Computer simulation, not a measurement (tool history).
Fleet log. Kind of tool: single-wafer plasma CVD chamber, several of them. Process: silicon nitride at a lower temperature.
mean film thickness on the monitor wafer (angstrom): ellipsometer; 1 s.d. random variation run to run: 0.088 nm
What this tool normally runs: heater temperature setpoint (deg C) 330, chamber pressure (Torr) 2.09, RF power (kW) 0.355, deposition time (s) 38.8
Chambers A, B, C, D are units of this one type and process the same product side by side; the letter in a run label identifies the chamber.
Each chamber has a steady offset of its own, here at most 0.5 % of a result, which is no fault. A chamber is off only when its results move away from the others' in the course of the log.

run    day  heater temperature setpoint (deg C)  chamber pressure (Torr)  RF power (kW)  deposition time (s)  read-back reference wafer on the same gauge, thickness_nm  mean film thickness on the monitor wafer (angstrom)
 1B  0.242                                  330                     2.09          0.355                 38.8                                                     54.203                                               551.75
 2C  0.404                                  330                     2.09          0.355                 38.8                                                     54.218                                               548.39
 3D  0.617                                  330                     2.09          0.355                 38.8                                                     54.216                                               550.96
 4A  0.746                                  330                     2.09          0.355                 38.8                                                     54.249                                               548.21
 5A  0.925                                  330                     2.09          0.355                 38.8                                                     54.256                                               551.37
 6C  1.075                                  335                     2.09          0.355                 38.8                                                     54.246                                               548.05
 7D  1.346                                  335                     2.09          0.355                 38.8                                                     54.289                                               551.44
 8B  1.529                                  335                     2.09          0.355                 38.8                                                     54.286                                               551.71
 9D  1.650                                  335                     2.09          0.355                 38.8                                                     54.275                                               550.13
10B  1.850                                  330                     2.09          0.355                 38.8                                                     54.271                                               551.83
11A  2.008                                  330                     2.52          0.355                 38.8                                                     54.306                                               576.80
12C  2.238                                  330                     2.52          0.355                 38.8                                                     54.312                                               575.76
13C  2.450                                  330                     2.52          0.355                 38.8                                                     54.305                                               575.54
14D  2.671                                  330                     2.52          0.355                 38.8                                                     54.334                                               576.55
15B  2.804                                  330                     2.09          0.355                 38.8                                                     54.336                                               553.32
16A  3.075                                  330                     2.09          0.355                 38.8                                                     54.360                                               551.39
17B  3.212                                  330                     2.09          0.355                 38.8                                                     54.342                                               553.01
18C  3.429                                  330                     2.09          0.355                 38.8                                                     54.359                                               550.09
19D  3.658                                  330                     2.09          0.355                 38.8                                                     54.381                                               553.35
20A  3.838                                  330                     2.09          0.355                 38.8                                                     54.386                                               550.99
21A  4.012                                  330                     2.09          0.355                 38.8                                                     54.415                                               551.03
22B  4.171                                  330                     2.09          0.355                 38.8                                                     54.396                                               552.81
23D  4.379                                  330                     2.09          0.355                 38.8                                                     54.417                                               550.87
24C  4.542                                  330                     2.09          0.355                 38.8                                                     54.407                                               550.78
25B  4.800                                  330                     2.09          0.355                 38.8                                                     54.421                                               554.90
26D  4.971                                  330                     2.09          0.355                 38.8                                                     54.436                                               551.60
27C  5.221                                  330                     2.09          0.355                 38.8                                                     54.440                                               552.54
28A  5.425                                  330                     2.09          0.355                 38.8                                                     54.450                                               552.81
29C  5.575                                  330                     2.09          0.355                 38.8                                                     54.466                                               551.20
30B  5.821                                  330                     2.09          0.355                 38.8                                                     54.486                                               554.13
31D  6.079                                  330                     2.09          0.355                 38.8                                                     54.494                                               552.90
32A  6.283                                  330                     2.09          0.355                 38.8                                                     54.512                                               552.73
33B  6.471                                  330                     1.73          0.285                 38.8                                                     54.485                                               457.18
34A  6.662                                  330                     1.73          0.285                 38.8                                                     54.522                                               452.62
35C  6.800                                  330                     1.73          0.285                 38.8                                                     54.525                                               454.99
36D  7.075                                  330                     1.73          0.285                 38.8                                                     54.549                                               457.64
37C  7.200                                  330                     2.09          0.355                 38.8                                                     54.543                                               551.70

For the next run the whole fleet of 4 chambers uses the same settings. Give each chamber's results:
38A  7.400                                  330                     2.09          0.355                 38.8                                                                                                               ?
38B  7.400                                  330                     2.09          0.355                 38.8                                                                                                               ?
38C  7.400                                  330                     2.09          0.355                 38.8                                                                                                               ?
38D  7.400                                  330                     2.09          0.355                 38.8                                                                                                               ?

run  mean film thickness on the monitor wafer (angstrom)
38A                                               553.81
38B                                               555.20
38C                                               551.07
38D                                               554.64
